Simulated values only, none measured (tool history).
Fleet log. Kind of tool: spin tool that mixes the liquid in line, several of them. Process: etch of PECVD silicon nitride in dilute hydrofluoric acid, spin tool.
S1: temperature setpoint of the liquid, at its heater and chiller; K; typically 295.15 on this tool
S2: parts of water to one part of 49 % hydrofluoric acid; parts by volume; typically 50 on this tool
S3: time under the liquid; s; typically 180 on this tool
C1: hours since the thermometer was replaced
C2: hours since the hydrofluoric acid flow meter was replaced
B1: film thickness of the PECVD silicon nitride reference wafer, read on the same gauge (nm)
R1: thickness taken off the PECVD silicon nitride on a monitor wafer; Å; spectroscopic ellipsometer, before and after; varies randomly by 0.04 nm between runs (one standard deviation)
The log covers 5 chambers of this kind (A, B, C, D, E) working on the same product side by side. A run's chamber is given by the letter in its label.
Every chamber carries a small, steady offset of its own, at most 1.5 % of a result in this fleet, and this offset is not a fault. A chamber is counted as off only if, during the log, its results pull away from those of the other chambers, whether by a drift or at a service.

{"hour": 7.6, "done": "chamber E: hydrofluoric acid flow meter replaced"}
{"run": "1C", "hour": 8.6, "S1": 295.15, "S2": 50, "S3": 180, "C1": 318.3, "C2": 79.7, "B1": 99.992, "R1": 57.484}
{"run": "2B", "hour": 17.8, "S1": 295.15, "S2": 50, "S3": 180, "C1": 1263.9, "C2": 369.5, "B1": 99.997, "R1": 59.033}
{"run": "3D", "hour": 31.2, "S1": 295.15, "S2": 50, "S3": 180, "C1": 86.7, "C2": 49.1, "B1": 100.01, "R1": 57.694}
{"run": "4E", "hour": 46.0, "S1": 295.15, "S2": 50, "S3": 180, "C1": 543, "C2": 38.4, "B1": 100.01, "R1": 57.489}
{"run": "5A", "hour": 53.7, "S1": 295.15, "S2": 50, "S3": 180, "C1": 1317, "C2": 1183, "B1": 100, "R1": 58.323}
{"run": "6E", "hour": 62.8, "S1": 295.15, "S2": 50, "S3": 180, "C1": 559.8, "C2": 55.2, "B1": 100.01, "R1": 57.225}
{"run": "7D", "hour": 75.8, "S1": 295.15, "S2": 50, "S3": 180, "C1": 131.3, "C2": 93.7, "B1": 99.991, "R1": 58.514}
{"run": "8C", "hour": 86.6, "S1": 295.15, "S2": 50, "S3": 180, "C1": 396.3, "C2": 157.7, "B1": 99.991, "R1": 58.618}
{"run": "9B", "hour": 96.6, "S1": 295.15, "S2": 50, "S3": 180, "C1": 1342.7, "C2": 448.3, "B1": 99.979, "R1": 58.259}
{"run": "10A", "hour": 106.9, "S1": 295.15, "S2": 50, "S3": 180, "C1": 1370.2, "C2": 1236.2, "B1": 100.02, "R1": 57.849}
{"run": "11A", "hour": 115.4, "S1": 296.65, "S2": 50, "S3": 250, "C1": 1378.7, "C2": 1244.7, "B1": 99.984, "R1": 89.202}
{"run": "12D", "hour": 122.7, "S1": 296.65, "S2": 50, "S3": 250, "C1": 178.2, "C2": 140.6, "B1": 99.984, "R1": 88.742}
{"run": "13B", "hour": 136.6, "S1": 296.65, "S2": 50, "S3": 250, "C1": 1382.7, "C2": 488.3, "B1": 99.986, "R1": 91.316}
{"hour": 140.9, "done": "chamber A: thermometer replaced"}
{"run": "14E", "hour": 145.8, "S1": 296.65, "S2": 50, "S3": 250, "C1": 642.8, "C2": 138.2, "B1": 100.01, "R1": 88.946}
{"run": "15C", "hour": 160.9, "S1": 296.65, "S2": 50, "S3": 250, "C1": 470.6, "C2": 232, "B1": 99.985, "R1": 90.795}
{"run": "16E", "hour": 171.1, "S1": 295.15, "S2": 50, "S3": 180, "C1": 668.1, "C2": 163.5, "B1": 100.01, "R1": 57.309}
{"run": "17D", "hour": 180.5, "S1": 295.15, "S2": 50, "S3": 180, "C1": 236, "C2": 198.4, "B1": 99.977, "R1": 57.502}
{"run": "18A", "hour": 194.1, "S1": 295.15, "S2": 50, "S3": 180, "C1": 53.3, "C2": 1323.4, "B1": 100, "R1": 58.23}
{"run": "19B", "hour": 205.5, "S1": 295.15, "S2": 50, "S3": 180, "C1": 1451.6, "C2": 557.2, "B1": 99.981, "R1": 60.138}
{"run": "20C", "hour": 214.4, "S1": 295.15, "S2": 50, "S3": 180, "C1": 524.1, "C2": 285.5, "B1": 99.996, "R1": 57.508}
{"run": "21C", "hour": 228.7, "S1": 292.65, "S2": 50, "S3": 180, "C1": 538.4, "C2": 299.8, "B1": 99.992, "R1": 48.963}
{"run": "22A", "hour": 241.1, "S1": 292.65, "S2": 50, "S3": 180, "C1": 100.3, "C2": 1370.4, "B1": 100.02, "R1": 48.965}
{"run": "23B", "hour": 248.9, "S1": 292.65, "S2": 50, "S3": 180, "C1": 1495, "C2": 600.6, "B1": 99.971, "R1": 50.989}
{"run": "24E", "hour": 257.2, "S1": 292.65, "S2": 50, "S3": 180, "C1": 754.2, "C2": 249.6, "B1": 99.998, "R1": 48.632}
{"run": "25D", "hour": 266.7, "S1": 292.65, "S2": 50, "S3": 180, "C1": 322.2, "C2": 284.6, "B1": 99.974, "R1": 48.976}
{"run": "26C", "hour": 274.9, "S1": 295.15, "S2": 50, "S3": 180, "C1": 584.6, "C2": 346, "B1": 100.02, "R1": 58.028}
{"run": "27B", "hour": 288.0, "S1": 295.15, "S2": 50, "S3": 180, "C1": 1534.1, "C2": 639.7, "B1": 99.995, "R1": 60.85}
{"run": "28A", "hour": 300.3, "S1": 295.15, "S2": 50, "S3": 180, "C1": 159.5, "C2": 1429.6, "B1": 99.994, "R1": 58.434}
{"run": "29D", "hour": 308.4, "S1": 295.15, "S2": 50, "S3": 180, "C1": 363.9, "C2": 326.3, "B1": 99.995, "R1": 57.832}
{"run": "30E", "hour": 316.2, "S1": 295.15, "S2": 50, "S3": 180, "C1": 813.2, "C2": 308.6, "B1": 99.989, "R1": 57.351}
{"run": "31B", "hour": 324.1, "S1": 295.15, "S2": 50, "S3": 180, "C1": 1570.2, "C2": 675.8, "B1": 100.02, "R1": 61.694}
{"run": "32C", "hour": 333.3, "S1": 295.15, "S2": 50, "S3": 150, "C1": 643, "C2": 404.4, "B1": 99.991, "R1": 48.642}
{"run": "33E", "hour": 341.0, "S1": 295.15, "S2": 50, "S3": 150, "C1": 838, "C2": 333.4, "B1": 99.998, "R1": 48.251}

All chambers now run identical settings, listed one chamber a line with results as question marks. What results will each chamber show?
{"run": "34A", "hour": 351.8, "S1": 295.15, "S2": 50, "S3": 180, "R1": "?"}
{"run": "34B", "hour": 351.8, "S1": 295.15, "S2": 50, "S3": 180, "R1": "?"}
{"run": "34C", "hour": 351.8, "S1": 295.15, "S2": 50, "S3": 180, "R1": "?"}
{"run": "34D", "hour": 351.8, "S1": 295.15, "S2": 50, "S3": 180, "R1": "?"}
{"run": "34E", "hour": 351.8, "S1": 295.15, "S2": 50, "S3": 180, "R1": "?"}

run=34A R1=57.272
run=34B R1=62.639
run=34C R1=58.813
run=34D R1=58.292
run=34E R1=57.818

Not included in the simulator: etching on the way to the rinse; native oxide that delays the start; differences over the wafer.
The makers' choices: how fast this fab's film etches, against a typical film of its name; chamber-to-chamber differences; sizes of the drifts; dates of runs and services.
